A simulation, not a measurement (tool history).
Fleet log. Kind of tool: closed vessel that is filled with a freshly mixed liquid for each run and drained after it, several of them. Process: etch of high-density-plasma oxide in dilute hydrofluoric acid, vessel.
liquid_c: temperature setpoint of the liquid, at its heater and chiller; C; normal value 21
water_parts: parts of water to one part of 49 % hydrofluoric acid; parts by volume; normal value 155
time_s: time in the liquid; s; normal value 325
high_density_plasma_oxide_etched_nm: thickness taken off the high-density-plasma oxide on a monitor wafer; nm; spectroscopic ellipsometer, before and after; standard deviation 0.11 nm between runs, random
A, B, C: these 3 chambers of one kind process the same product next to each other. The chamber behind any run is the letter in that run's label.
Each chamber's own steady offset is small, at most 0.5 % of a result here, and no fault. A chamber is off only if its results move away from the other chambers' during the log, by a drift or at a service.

run,day,liquid_c,water_parts,time_s,"read-back film thickness of the high-density-plasma oxide reference wafer, read on the same gauge (nm)",high_density_plasma_oxide_etched_nm
1A,0.179,21,155,325,70.009,13.507
2C,0.546,21,155,325,70.007,13.482
3B,0.754,21,155,325,70.006,13.432
4B,1.054,21,155,325,70.021,13.557
5C,1.379,21,155,325,69.979,13.58
6A,1.675,21,155,325,70,13.634
7B,1.996,21,155,325,70.023,13.464
8A,2.288,21,155,325,70.007,13.454
9C,2.542,24.5,155,475,70.04,22.746
10A,2.725,24.5,155,475,69.957,22.637
11C,3.067,24.5,155,475,69.991,22.625
12B,3.308,21,155,325,69.992,13.475
13B,3.512,21,155,325,69.995,13.566
14A,3.875,21,155,325,69.99,13.69
15C,4.121,21,155,325,69.99,13.513
16C,4.375,21,155,185,69.997,7.6706
17A,4.6,21,155,185,70.021,7.9229
18B,4.921,21,155,185,69.986,7.6527
19C,5.262,21,155,325,70.003,13.502
20A,5.633,21,155,325,69.981,14.288
21B,5.9,21,155,325,70.004,13.468
22C,6.071,21,155,325,69.981,13.746
23B,6.242,21,155,325,69.977,13.562
24A,6.433,21,155,325,69.996,14.25
25C,6.783,21,155,325,70.009,13.347
26B,7.088,21,155,325,70.025,13.577

Next, every chamber runs the same settings. What will each give?
27A,7.358,21,155,325,,?
27B,7.358,21,155,325,,?
27C,7.358,21,155,325,,?

run,high_density_plasma_oxide_etched_nm
27A,14.503
27B,13.269
27C,13.513

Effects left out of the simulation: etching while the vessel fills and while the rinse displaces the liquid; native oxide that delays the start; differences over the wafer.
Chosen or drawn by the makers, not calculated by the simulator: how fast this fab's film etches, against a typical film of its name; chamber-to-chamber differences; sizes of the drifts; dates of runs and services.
